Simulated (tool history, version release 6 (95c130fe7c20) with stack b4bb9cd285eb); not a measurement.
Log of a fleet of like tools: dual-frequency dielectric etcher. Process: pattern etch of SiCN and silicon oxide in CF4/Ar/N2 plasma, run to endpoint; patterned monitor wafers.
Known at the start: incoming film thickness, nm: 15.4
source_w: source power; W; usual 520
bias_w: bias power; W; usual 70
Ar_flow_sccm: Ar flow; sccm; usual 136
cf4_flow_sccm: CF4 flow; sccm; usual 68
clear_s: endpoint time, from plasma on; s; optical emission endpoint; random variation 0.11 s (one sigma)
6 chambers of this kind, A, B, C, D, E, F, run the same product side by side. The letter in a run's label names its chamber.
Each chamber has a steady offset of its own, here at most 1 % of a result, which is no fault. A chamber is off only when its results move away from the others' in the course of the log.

Run 1B, hour 8.6: usual settings. Result: clear_s 16.843 s.
At hour 18.5: chamber C: wet clean of the chamber.
At hour 22.6: chamber D: wet clean of the chamber.
Run 2F, hour 22.6: usual settings. Result: clear_s 16.860 s.
Run 3D, hour 37.8: usual settings. Result: clear_s 16.635 s.
Run 4A, hour 45.6: usual settings. Result: clear_s 16.582 s.
Run 5E, hour 53.4: usual settings. Result: clear_s 16.862 s.
Run 6C, hour 69.1: usual settings. Result: clear_s 16.654 s.
Run 7F, hour 84.0: usual settings. Result: clear_s 16.856 s.
Run 8A, hour 97.6: usual settings. Result: clear_s 16.664 s.
Run 9D, hour 111.4: usual settings. Result: clear_s 16.531 s.
Run 10C, hour 120.9: usual settings. Result: clear_s 16.715 s.
Run 11E, hour 130.7: usual settings. Result: clear_s 16.752 s.
Run 12B, hour 139.1: usual settings. Result: clear_s 16.863 s.
At hour 141.9: chamber A: wet clean of the chamber.
Run 13A, hour 148.3: usual settings. Result: clear_s 16.690 s.
Run 14B, hour 160.1: usual settings. Result: clear_s 16.689 s.
Run 15F, hour 172.9: usual settings. Result: clear_s 16.985 s.
Run 16D, hour 188.3: usual settings. Result: clear_s 16.663 s.
Run 17E, hour 196.4: usual settings. Result: clear_s 16.600 s.
Run 18C, hour 211.5: usual settings. Result: clear_s 16.591 s.
Run 19B, hour 225.4: usual settings. Result: clear_s 16.944 s.
At hour 227.6: chamber B: wet clean of the chamber.
Run 20F, hour 232.4: usual settings. Result: clear_s 16.979 s.
Run 21D, hour 247.8: usual settings. Result: clear_s 16.706 s.
At hour 260.2: chamber C: CF4 flow controller replaced.
Run 22C, hour 262.3: usual settings. Result: clear_s 16.561 s.
Run 23E, hour 274.3: usual settings. Result: clear_s 16.865 s.
At hour 286.3: chamber F: wet clean of the chamber.
Run 24A, hour 289.5: usual settings. Result: clear_s 16.502 s.
Run 25D, hour 304.1: usual settings. Result: clear_s 16.557 s.
Run 26B, hour 315.0: usual settings. Result: clear_s 16.806 s.
Run 27E, hour 322.7: usual settings. Result: clear_s 16.735 s.
Run 28A, hour 336.9: usual settings. Result: clear_s 16.591 s.
Run 29C, hour 350.3: usual settings. Result: clear_s 16.937 s.
Run 30F, hour 364.7: usual settings. Result: clear_s 16.850 s.
Run 31E, hour 376.8: usual settings. Result: clear_s 16.723 s.
At hour 381.0: chamber E: wet clean of the chamber.
Run 32C, hour 388.0: usual settings. Result: clear_s 16.605 s.
Run 33F, hour 403.6: usual settings. Result: clear_s 16.904 s.
Run 34A, hour 410.5: usual settings. Result: clear_s 16.722 s.
Run 35B, hour 422.2: usual settings. Result: clear_s 16.833 s.
At hour 427.0: chamber F: source power generator calibrated.
Run 36D, hour 438.3: usual settings. Result: clear_s 16.959 s.
Run 37A, hour 454.0: usual settings. Result: clear_s 16.467 s.
Run 38E, hour 462.8: usual settings. Result: clear_s 16.517 s.
Run 39F, hour 475.5: usual settings but Ar_flow_sccm 169 sccm. Result: clear_s 17.275 s.
Run 40B, hour 489.7: usual settings but Ar_flow_sccm 169 sccm. Result: clear_s 17.363 s.

All 6 chambers run these settings next. Forecast each chamber's results:
Run 41A, hour 501.3: usual settings but cf4_flow_sccm 83 sccm. Result: clear_s ?.
Run 41B, hour 501.3: usual settings but cf4_flow_sccm 83 sccm. Result: clear_s ?.
Run 41C, hour 501.3: usual settings but cf4_flow_sccm 83 sccm. Result: clear_s ?.
Run 41D, hour 501.3: usual settings but cf4_flow_sccm 83 sccm. Result: clear_s ?.
Run 41E, hour 501.3: usual settings but cf4_flow_sccm 83 sccm. Result: clear_s ?.
Run 41F, hour 501.3: usual settings but cf4_flow_sccm 83 sccm. Result: clear_s ?.

run  clear_s
41A   16.059
41B   16.288
41C   16.195
41D   16.019
41E   15.994
41F   16.360
